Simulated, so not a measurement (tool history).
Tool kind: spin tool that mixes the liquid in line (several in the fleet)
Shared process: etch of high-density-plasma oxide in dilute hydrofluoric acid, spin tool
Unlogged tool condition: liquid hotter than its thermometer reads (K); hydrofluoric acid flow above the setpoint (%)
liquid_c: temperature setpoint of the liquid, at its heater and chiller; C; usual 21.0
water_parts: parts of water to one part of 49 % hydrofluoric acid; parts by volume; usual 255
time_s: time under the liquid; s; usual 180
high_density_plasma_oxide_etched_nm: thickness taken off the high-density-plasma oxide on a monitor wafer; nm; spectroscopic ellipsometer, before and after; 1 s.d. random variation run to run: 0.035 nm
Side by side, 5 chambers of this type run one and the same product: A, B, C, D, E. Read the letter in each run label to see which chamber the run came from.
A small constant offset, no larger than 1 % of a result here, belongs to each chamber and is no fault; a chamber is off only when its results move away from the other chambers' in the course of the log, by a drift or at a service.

run   hour  liquid_c  water_parts  time_s  hours since the thermometer was replaced  hours since the hydrofluoric acid flow meter was replaced  read-back film thickness of the high-density-plasma oxide reference wafer, read on the same gauge (nm)  high_density_plasma_oxide_etched_nm
 1C    5.2      21.0          255     180                                    1432.2                                                     1197.8                                                                                                  49.999                               3.3561
 2B   10.7      21.0          255     180                                     666.2                                                     1353.6                                                                                                  50.012                               3.3991
 3E   20.2      21.0          255     180                                    1422.9                                                     1154.9                                                                                                  49.969                               3.3904
 4D   25.7      21.0          255     180                                     533.8                                                      994.5                                                                                                  50.005                               3.4049
 5A   31.6      21.0          255     180                                    2042.3                                                     1280.6                                                                                                  49.983                               3.3093
 6B   41.5      21.0          255     180                                     697.0                                                     1384.4                                                                                                  50.004                               3.3723
 7A   47.0      21.0          310     180                                    2057.7                                                     1296.0                                                                                                  49.983                               2.5970
 8D   55.0      21.0          310     180                                     563.1                                                     1023.8                                                                                                  49.977                               2.6436
      57.0  -- chamber D: thermometer replaced
 9C   63.4      21.0          310     180                                    1490.4                                                     1256.0                                                                                                  49.995                               2.5991
10E   71.1      21.0          310     180                                    1473.8                                                     1205.8                                                                                                  50.025                               2.6403
11B   77.8      21.0          310     180                                     733.3                                                     1420.7                                                                                                  50.016                               2.6637
12D   87.5      23.0          255     130                                      30.6                                                     1056.3                                                                                                  49.976                               2.5778
13A   95.3      23.0          255     130                                    2106.0                                                     1344.3                                                                                                  49.996                               2.5877
14E  103.5      23.0          255     130                                    1506.2                                                     1238.2                                                                                                  50.008                               2.5558
15C  113.9      23.0          255     130                                    1540.9                                                     1306.5                                                                                                  49.988                               2.6084
16A  121.4      23.0          255     130                                    2132.1                                                     1370.4                                                                                                  50.004                               2.5654
17C  127.9      21.0          255     180                                    1554.9                                                     1320.5                                                                                                  50.019                               3.3014
18D  135.9      21.0          255     180                                      79.0                                                     1104.7                                                                                                  49.988                               3.3940
19B  143.1      21.0          255     180                                     798.6                                                     1486.0                                                                                                  49.998                               3.3722
20E  151.4      21.0          255     180                                    1554.1                                                     1286.1                                                                                                  49.992                               3.3936
21A  156.7      21.0          255     180                                    2167.4                                                     1405.7                                                                                                  49.982                               3.3451
22D  165.2      21.0          255     180                                     108.3                                                     1134.0                                                                                                  50.018                               3.3690
23E  174.5      21.0          255     180                                    1577.2                                                     1309.2                                                                                                  49.981                               3.3805
24B  181.9      21.0          255     180                                     837.4                                                     1524.8                                                                                                  50.011                               3.4067
25C  191.3      21.0          255     180                                    1618.3                                                     1383.9                                                                                                  50.025                               3.3624
26D  196.9      21.0          255     245                                     140.0                                                     1165.7                                                                                                  49.986                               4.5714
27E  203.2      21.0          255     245                                    1605.9                                                     1337.9                                                                                                  49.979                               4.6075
28B  213.5      21.0          255     245                                     869.0                                                     1556.4                                                                                                  49.966                               4.5382
29C  219.7      21.0          255     245                                    1646.7                                                     1412.3                                                                                                  49.986                               4.5623
30A  225.5      21.0          255     245                                    2236.2                                                     1474.5                                                                                                  50.013                               4.6685
31E  232.9      21.0          255     180                                    1635.6                                                     1367.6                                                                                                  49.997                               3.2964
32B  243.6      18.5          255     250                                     899.1                                                     1586.5                                                                                                  49.969                               4.3286
33C  249.2      18.5          255     250                                    1676.2                                                     1441.8                                                                                                  50.024                               4.2638
34D  257.8      18.5          255     250                                     200.9                                                     1226.6                                                                                                  49.995                               4.2526
35A  265.3      18.5          255     250                                    2276.0                                                     1514.3                                                                                                  50.024                               4.2621
     267.7  -- chamber A: thermometer replaced
36A  273.7      18.5          255     250                                       6.0                                                     1522.7                                                                                                  50.011                               4.3492
37C  280.2      21.0          255     180                                    1707.2                                                     1472.8                                                                                                  50.010                               3.3726
38E  289.1      21.0          255     180                                    1691.8                                                     1423.8                                                                                                  50.033                               3.3626
39D  294.3      21.0          255     180                                     237.4                                                     1263.1                                                                                                  49.975                               3.4080
40B  304.9      21.0          255     180                                     960.4                                                     1647.8                                                                                                  50.030                               3.3314

The same settings go to every chamber for the next run, one line per chamber below. Forecast the results for each:
41A  312.7      21.0          255     180                                                                                                                                                                                                                                                 ?
41B  312.7      21.0          255     180                                                                                                                                                                                                                                                 ?
41C  312.7      21.0          255     180                                                                                                                                                                                                                                                 ?
41D  312.7      21.0          255     180                                                                                                                                                                                                                                                 ?
41E  312.7      21.0          255     180                                                                                                                                                                                                                                                 ?

run  high_density_plasma_oxide_etched_nm
41A                               3.5669
41B                               3.3572
41C                               3.3434
41D                               3.3868
41E                               3.3936

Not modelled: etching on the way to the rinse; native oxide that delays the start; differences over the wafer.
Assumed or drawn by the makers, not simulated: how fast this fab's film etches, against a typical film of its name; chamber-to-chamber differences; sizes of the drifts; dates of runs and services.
